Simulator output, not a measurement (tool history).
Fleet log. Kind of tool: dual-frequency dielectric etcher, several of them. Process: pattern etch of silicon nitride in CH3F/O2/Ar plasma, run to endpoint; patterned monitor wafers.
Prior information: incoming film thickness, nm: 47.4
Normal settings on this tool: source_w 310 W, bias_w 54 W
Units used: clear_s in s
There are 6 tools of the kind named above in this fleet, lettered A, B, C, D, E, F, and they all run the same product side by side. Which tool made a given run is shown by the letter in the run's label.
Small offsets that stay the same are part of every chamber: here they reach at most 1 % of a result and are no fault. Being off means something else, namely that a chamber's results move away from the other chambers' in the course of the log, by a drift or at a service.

| run | hour | source_w | bias_w | hours since the last wet clean | hours since the last source power generator calibration | hours since the last bias power generator calibration | clear_s |
|---|---|---|---|---|---|---|---|
| 1D | 5.5 | 310 | 54 | 313.5 | 6.1 | 2501.7 | 83.974 |
| 2F | 9.9 | 310 | 54 | 200.3 | 992.9 | 2997.3 | 82.270 |
| 3B | 16.1 | 310 | 54 | 496.5 | 4211.6 | 2175.8 | 83.623 |
| 4C | 21.0 | 310 | 54 | 124.5 | 1765.4 | 2414.9 | 83.309 |
| 5E | 27.5 | 310 | 54 | 89.2 | 3929.7 | 1920.6 | 82.414 |
| 6A | 31.3 | 310 | 54 | 316.7 | 1353.1 | 1632.8 | 82.445 |
| 7E | 36.0 | 340 | 65 | 97.7 | 3938.2 | 1929.1 | 75.597 |
| 8A | 39.3 | 340 | 65 | 324.7 | 1361.1 | 1640.8 | 76.193 |
| 9F | 46.3 | 340 | 65 | 236.7 | 1029.3 | 3033.7 | 75.656 |
| 10B | 51.3 | 340 | 65 | 531.7 | 4246.8 | 2211.0 | 75.672 |
| 11D | 54.8 | 340 | 65 | 362.8 | 55.4 | 2551.0 | 75.146 |
| 12C | 58.1 | 340 | 65 | 161.6 | 1802.5 | 2452.0 | 75.241 |
| 13B | 63.9 | 310 | 54 | 544.3 | 4259.4 | 2223.6 | 83.302 |
| 14C | 68.4 | 310 | 54 | 171.9 | 1812.8 | 2462.3 | 82.907 |
| 15D | 74.6 | 310 | 54 | 382.6 | 75.2 | 2570.8 | 82.799 |
| 16A | 81.7 | 310 | 54 | 367.1 | 1403.5 | 1683.2 | 83.918 |
| 17F | 85.3 | 310 | 54 | 275.7 | 1068.3 | 3072.7 | 84.336 |
| 18E | 91.4 | 310 | 54 | 153.1 | 3993.6 | 1984.5 | 83.346 |
|  | 92.2 | chamber B: wet clean of the chamber |
| 19C | 95.1 | 310 | 54 | 198.6 | 1839.5 | 2489.0 | 82.588 |
| 20A | 99.7 | 310 | 54 | 385.1 | 1421.5 | 1701.2 | 83.102 |
| 21E | 106.5 | 310 | 54 | 168.2 | 4008.7 | 1999.6 | 84.109 |
| 22B | 111.5 | 340 | 67 | 19.3 | 4307.0 | 2271.2 | 74.199 |
| 23D | 116.0 | 340 | 67 | 424.0 | 116.6 | 2612.2 | 76.150 |
| 24F | 121.6 | 340 | 67 | 312.0 | 1104.6 | 3109.0 | 75.375 |
| 25E | 128.0 | 340 | 67 | 189.7 | 4030.2 | 2021.1 | 75.761 |
| 26B | 132.6 | 340 | 67 | 40.4 | 4328.1 | 2292.3 | 75.791 |
| 27A | 138.0 | 340 | 67 | 423.4 | 1459.8 | 1739.5 | 75.232 |
| 28C | 144.0 | 310 | 54 | 247.5 | 1888.4 | 2537.9 | 83.699 |
| 29D | 149.5 | 310 | 54 | 457.5 | 150.1 | 2645.7 | 83.088 |
| 30F | 154.0 | 310 | 54 | 344.4 | 1137.0 | 3141.4 | 83.583 |
| 31A | 158.9 | 310 | 54 | 444.3 | 1480.7 | 1760.4 | 83.957 |
| 32F | 164.9 | 310 | 54 | 355.3 | 1147.9 | 3152.3 | 83.422 |
| 33B | 171.2 | 310 | 54 | 79.0 | 4366.7 | 2330.9 | 83.124 |
| 34E | 178.4 | 310 | 54 | 240.1 | 4080.6 | 2071.5 | 82.932 |
| 35D | 182.9 | 310 | 42 | 490.9 | 183.5 | 2679.1 | 90.571 |
| 36C | 187.6 | 310 | 42 | 291.1 | 1932.0 | 2581.5 | 90.629 |

For the next run the whole fleet of 6 chambers uses the same settings. Give each chamber's results:
| 37A | 192.8 | 270 | 54 |  |  |  | ? |
| 37B | 192.8 | 270 | 54 |  |  |  | ? |
| 37C | 192.8 | 270 | 54 |  |  |  | ? |
| 37D | 192.8 | 270 | 54 |  |  |  | ? |
| 37E | 192.8 | 270 | 54 |  |  |  | ? |
| 37F | 192.8 | 270 | 54 |  |  |  | ? |

| run | clear_s |
|---|---|
| 37A | 88.084 |
| 37B | 87.704 |
| 37C | 87.830 |
| 37D | 87.437 |
| 37E | 88.645 |
| 37F | 87.790 |

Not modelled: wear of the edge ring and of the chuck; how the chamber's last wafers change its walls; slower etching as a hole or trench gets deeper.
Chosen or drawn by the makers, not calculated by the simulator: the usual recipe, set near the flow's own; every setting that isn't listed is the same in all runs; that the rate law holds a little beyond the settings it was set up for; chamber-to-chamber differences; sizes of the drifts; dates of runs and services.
